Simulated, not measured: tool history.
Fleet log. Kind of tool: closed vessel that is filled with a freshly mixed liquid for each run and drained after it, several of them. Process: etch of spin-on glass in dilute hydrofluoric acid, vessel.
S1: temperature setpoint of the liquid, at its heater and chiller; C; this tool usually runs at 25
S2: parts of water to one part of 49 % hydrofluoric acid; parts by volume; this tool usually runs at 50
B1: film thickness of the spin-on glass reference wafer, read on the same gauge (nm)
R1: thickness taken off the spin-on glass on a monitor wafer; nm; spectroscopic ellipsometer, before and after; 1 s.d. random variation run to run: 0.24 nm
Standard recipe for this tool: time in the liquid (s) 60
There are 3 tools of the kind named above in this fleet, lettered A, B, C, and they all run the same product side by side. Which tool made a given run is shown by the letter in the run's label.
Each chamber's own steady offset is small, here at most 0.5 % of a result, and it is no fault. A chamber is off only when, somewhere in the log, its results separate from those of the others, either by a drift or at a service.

Run 1A, hour 7.9: usual settings; B1 89.967. Result: R1 33.682 nm.
Run 2B, hour 22: usual settings; B1 89.988. Result: R1 33.475 nm.
Run 3C, hour 35.4: usual settings; B1 90.019. Result: R1 33.555 nm.
Run 4B, hour 46.6: usual settings; B1 90.023. Result: R1 33.517 nm.
Run 5A, hour 55.1: usual settings; B1 90.023. Result: R1 33.654 nm.
Run 6C, hour 62.1: usual settings but S2 70 parts by volume; B1 90.037. Result: R1 23.119 nm.
Run 7B, hour 73.4: usual settings but S2 70 parts by volume; B1 90.004. Result: R1 23.503 nm.
Run 8C, hour 84.3: usual settings but S2 70 parts by volume; B1 90.046. Result: R1 23.379 nm.
At hour 87.3: chamber B: thermometer replaced.
Run 9A, hour 94.9: usual settings; B1 90.013. Result: R1 33.578 nm.
Run 10B, hour 109.2: usual settings; B1 90.032. Result: R1 33.73 nm.
Run 11C, hour 123.9: usual settings; B1 90.013. Result: R1 33.899 nm.
Run 12A, hour 135: usual settings; B1 89.98. Result: R1 33.432 nm.
Run 13B, hour 142.1: usual settings; B1 89.989. Result: R1 33.552 nm.
Run 14A, hour 156.5: usual settings; B1 90. Result: R1 33.488 nm.
Run 15C, hour 170.5: usual settings; B1 89.977. Result: R1 33.652 nm.
Run 16A, hour 185.1: usual settings; B1 90.006. Result: R1 34.193 nm.
At hour 191.6: chamber B: hydrofluoric acid flow meter replaced.
Run 17C, hour 198.6: usual settings but S1 29 C; B1 89.981. Result: R1 39.897 nm.
Run 18B, hour 208.6: usual settings but S1 29 C; B1 90.014. Result: R1 40.143 nm.
Run 19A, hour 220.4: usual settings but S1 29 C; B1 90.002. Result: R1 39.35 nm.
Run 20C, hour 232.4: usual settings; B1 89.969. Result: R1 33.559 nm.
Run 21B, hour 242.5: usual settings; B1 90.025. Result: R1 33.966 nm.
Run 22B, hour 253.6: usual settings; B1 90.044. Result: R1 34.019 nm.
Run 23A, hour 268.6: usual settings; B1 90.012. Result: R1 34.05 nm.
Run 24C, hour 280.9: usual settings; B1 90.032. Result: R1 34.181 nm.
Run 25B, hour 289.2: usual settings; B1 90.014. Result: R1 33.67 nm.
Run 26A, hour 298.2: usual settings; B1 89.999. Result: R1 33.892 nm.
Run 27C, hour 305.7: usual settings; B1 89.962. Result: R1 33.38 nm.
Run 28B, hour 315.2: usual settings; B1 89.963. Result: R1 33.26 nm.
Run 29C, hour 322.7: usual settings; B1 90.017. Result: R1 33.725 nm.
Run 30A, hour 334.5: usual settings but time in the liquid (s) 30; B1 89.996. Result: R1 17.108 nm.
Run 31A, hour 344: usual settings but time in the liquid (s) 30; B1 90.021. Result: R1 16.879 nm.
At hour 349.3: chamber A: thermometer replaced.
Run 32B, hour 357: usual settings but time in the liquid (s) 30; B1 89.98. Result: R1 17.073 nm.
Run 33C, hour 365.3: usual settings; B1 90.042. Result: R1 33.625 nm.
Run 34C, hour 376.8: usual settings; B1 90.028. Result: R1 33.789 nm.
Run 35B, hour 388.2: usual settings but S1 21 C, S2 25 parts by volume; B1 90.01. Result: R1 60.375 nm.
Run 36A, hour 400.9: usual settings but S1 21 C, S2 25 parts by volume; B1 90.031. Result: R1 58.911 nm.
Run 37A, hour 411.3: usual settings but S1 21 C, S2 25 parts by volume; B1 90. Result: R1 59.48 nm.
Run 38B, hour 424.6: usual settings; B1 89.976. Result: R1 33.523 nm.
At hour 432.8: chamber C: hydrofluoric acid flow meter replaced.
Run 39C, hour 437.3: usual settings; B1 90.043. Result: R1 34.191 nm.
Run 40C, hour 447.4: usual settings; B1 89.987. Result: R1 33.903 nm.
Run 41A, hour 456.1: usual settings; B1 90.001. Result: R1 33.632 nm.
Run 42B, hour 469.7: usual settings; B1 90.009. Result: R1 33.716 nm.
Run 43B, hour 477.9: usual settings; B1 90.01. Result: R1 34.004 nm.
Run 44A, hour 489.5: usual settings; B1 90.001. Result: R1 34.301 nm.

All 3 chambers run these settings next. Forecast each chamber's results:
Run 45A, hour 500.2: usual settings. Result: R1 ?.
Run 45B, hour 500.2: usual settings. Result: R1 ?.
Run 45C, hour 500.2: usual settings. Result: R1 ?.

run      R1
45A  33.658
45B  33.898
45C   34.02

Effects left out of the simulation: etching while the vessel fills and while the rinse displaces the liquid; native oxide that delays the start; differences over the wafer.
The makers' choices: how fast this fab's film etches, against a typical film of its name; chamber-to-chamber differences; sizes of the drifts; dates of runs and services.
